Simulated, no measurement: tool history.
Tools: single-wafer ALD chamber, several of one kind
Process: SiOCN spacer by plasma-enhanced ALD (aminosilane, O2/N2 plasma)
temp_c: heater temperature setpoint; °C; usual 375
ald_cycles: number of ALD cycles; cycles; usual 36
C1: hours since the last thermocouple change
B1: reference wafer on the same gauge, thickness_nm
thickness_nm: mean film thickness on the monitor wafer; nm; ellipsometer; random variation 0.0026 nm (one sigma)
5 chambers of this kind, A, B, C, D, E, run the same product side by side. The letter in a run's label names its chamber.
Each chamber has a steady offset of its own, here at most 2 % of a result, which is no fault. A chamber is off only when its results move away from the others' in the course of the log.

{"run": "1B", "hour": 7.2, "temp_c": 375, "ald_cycles": 36, "C1": 654.5, "B1": 2.5503, "thickness_nm": 2.1614}
{"run": "2E", "hour": 20.9, "temp_c": 375, "ald_cycles": 36, "C1": 227.7, "B1": 2.5496, "thickness_nm": 2.1369}
{"run": "3A", "hour": 34.1, "temp_c": 375, "ald_cycles": 36, "C1": 1631.4, "B1": 2.549, "thickness_nm": 2.1718}
{"run": "4C", "hour": 47.4, "temp_c": 375, "ald_cycles": 36, "C1": 643.3, "B1": 2.5489, "thickness_nm": 2.1875}
{"run": "5D", "hour": 56.6, "temp_c": 375, "ald_cycles": 36, "C1": 2029.6, "B1": 2.5483, "thickness_nm": 2.1737}
{"run": "6B", "hour": 66.9, "temp_c": 375, "ald_cycles": 40, "C1": 714.2, "B1": 2.5476, "thickness_nm": 2.3988}
{"run": "7A", "hour": 80.2, "temp_c": 375, "ald_cycles": 40, "C1": 1677.5, "B1": 2.5485, "thickness_nm": 2.4108}
{"run": "8E", "hour": 92.4, "temp_c": 375, "ald_cycles": 40, "C1": 299.2, "B1": 2.5472, "thickness_nm": 2.3706}
{"run": "9D", "hour": 103.4, "temp_c": 375, "ald_cycles": 40, "C1": 2076.4, "B1": 2.5469, "thickness_nm": 2.4181}
{"run": "10C", "hour": 115.5, "temp_c": 375, "ald_cycles": 40, "C1": 711.4, "B1": 2.5463, "thickness_nm": 2.433}
{"run": "11A", "hour": 123.3, "temp_c": 375, "ald_cycles": 36, "C1": 1720.6, "B1": 2.5473, "thickness_nm": 2.1756}
{"run": "12D", "hour": 138.5, "temp_c": 362, "ald_cycles": 32, "C1": 2111.5, "B1": 2.5465, "thickness_nm": 1.9338}
{"run": "13C", "hour": 146.7, "temp_c": 362, "ald_cycles": 32, "C1": 742.6, "B1": 2.5455, "thickness_nm": 1.9407}
{"run": "14E", "hour": 154.6, "temp_c": 362, "ald_cycles": 32, "C1": 361.4, "B1": 2.5458, "thickness_nm": 1.8957}
{"run": "15B", "hour": 170.0, "temp_c": 362, "ald_cycles": 32, "C1": 817.3, "B1": 2.5466, "thickness_nm": 1.9233}
{"run": "16C", "hour": 182.5, "temp_c": 362, "ald_cycles": 32, "C1": 778.4, "B1": 2.5455, "thickness_nm": 1.9392}
{"run": "17B", "hour": 194.4, "temp_c": 375, "ald_cycles": 36, "C1": 841.7, "B1": 2.5442, "thickness_nm": 2.1581}
{"run": "18E", "hour": 203.9, "temp_c": 375, "ald_cycles": 36, "C1": 410.7, "B1": 2.5451, "thickness_nm": 2.1328}
{"run": "19D", "hour": 216.8, "temp_c": 375, "ald_cycles": 36, "C1": 2189.8, "B1": 2.5447, "thickness_nm": 2.1741}
{"run": "20A", "hour": 228.6, "temp_c": 375, "ald_cycles": 36, "C1": 1825.9, "B1": 2.5444, "thickness_nm": 2.1743}
{"run": "21A", "hour": 243.5, "temp_c": 375, "ald_cycles": 36, "C1": 1840.8, "B1": 2.5434, "thickness_nm": 2.1758}
{"run": "22B", "hour": 254.7, "temp_c": 375, "ald_cycles": 36, "C1": 902, "B1": 2.5436, "thickness_nm": 2.1547}
{"run": "23E", "hour": 267.0, "temp_c": 375, "ald_cycles": 36, "C1": 473.8, "B1": 2.5428, "thickness_nm": 2.1315}
{"run": "24C", "hour": 274.8, "temp_c": 375, "ald_cycles": 36, "C1": 870.7, "B1": 2.5436, "thickness_nm": 2.1828}
{"run": "25D", "hour": 290.3, "temp_c": 375, "ald_cycles": 36, "C1": 2263.3, "B1": 2.5423, "thickness_nm": 2.1685}
{"run": "26E", "hour": 304.6, "temp_c": 375, "ald_cycles": 36, "C1": 511.4, "B1": 2.542, "thickness_nm": 2.1338}
{"run": "27C", "hour": 315.5, "temp_c": 375, "ald_cycles": 36, "C1": 911.4, "B1": 2.5416, "thickness_nm": 2.1799}
{"run": "28B", "hour": 325.7, "temp_c": 375, "ald_cycles": 36, "C1": 973, "B1": 2.5418, "thickness_nm": 2.152}
{"run": "29D", "hour": 338.6, "temp_c": 375, "ald_cycles": 36, "C1": 2311.6, "B1": 2.5413, "thickness_nm": 2.1707}
{"run": "30A", "hour": 348.5, "temp_c": 375, "ald_cycles": 36, "C1": 1945.8, "B1": 2.5409, "thickness_nm": 2.1651}
{"run": "31A", "hour": 358.4, "temp_c": 375, "ald_cycles": 36, "C1": 1955.7, "B1": 2.5411, "thickness_nm": 2.1687}
{"run": "32E", "hour": 370.5, "temp_c": 375, "ald_cycles": 36, "C1": 577.3, "B1": 2.5402, "thickness_nm": 2.1319}
{"run": "33C", "hour": 381.7, "temp_c": 375, "ald_cycles": 36, "C1": 977.6, "B1": 2.5399, "thickness_nm": 2.1772}
{"run": "34D", "hour": 391.0, "temp_c": 375, "ald_cycles": 36, "C1": 2364, "B1": 2.5399, "thickness_nm": 2.1676}
{"run": "35B", "hour": 400.5, "temp_c": 375, "ald_cycles": 36, "C1": 1047.8, "B1": 2.5395, "thickness_nm": 2.1483}
{"run": "36A", "hour": 415.8, "temp_c": 375, "ald_cycles": 36, "C1": 2013.1, "B1": 2.5388, "thickness_nm": 2.1626}
{"run": "37C", "hour": 428.7, "temp_c": 375, "ald_cycles": 36, "C1": 1024.6, "B1": 2.5392, "thickness_nm": 2.1825}
{"hour": 435.2, "done": "chamber D: thermocouple changed; heater temperature recalibrated"}
{"run": "38E", "hour": 444.6, "temp_c": 385, "ald_cycles": 40, "C1": 651.4, "B1": 2.538, "thickness_nm": 2.3652}
{"run": "39D", "hour": 453.6, "temp_c": 385, "ald_cycles": 40, "C1": 18.5, "B1": 2.5387, "thickness_nm": 2.4061}
{"run": "40B", "hour": 468.1, "temp_c": 385, "ald_cycles": 40, "C1": 1115.4, "B1": 2.5375, "thickness_nm": 2.3826}

Next, every chamber runs the same settings. What will each give?
{"run": "41A", "hour": 479.9, "temp_c": 375, "ald_cycles": 36, "thickness_nm": "?"}
{"run": "41B", "hour": 479.9, "temp_c": 375, "ald_cycles": 36, "thickness_nm": "?"}
{"run": "41C", "hour": 479.9, "temp_c": 375, "ald_cycles": 36, "thickness_nm": "?"}
{"run": "41D", "hour": 479.9, "temp_c": 375, "ald_cycles": 36, "thickness_nm": "?"}
{"run": "41E", "hour": 479.9, "temp_c": 375, "ald_cycles": 36, "thickness_nm": "?"}

run=41A thickness_nm=2.1645
run=41B thickness_nm=2.1517
run=41C thickness_nm=2.1771
run=41D thickness_nm=2.1674
run=41E thickness_nm=2.1221
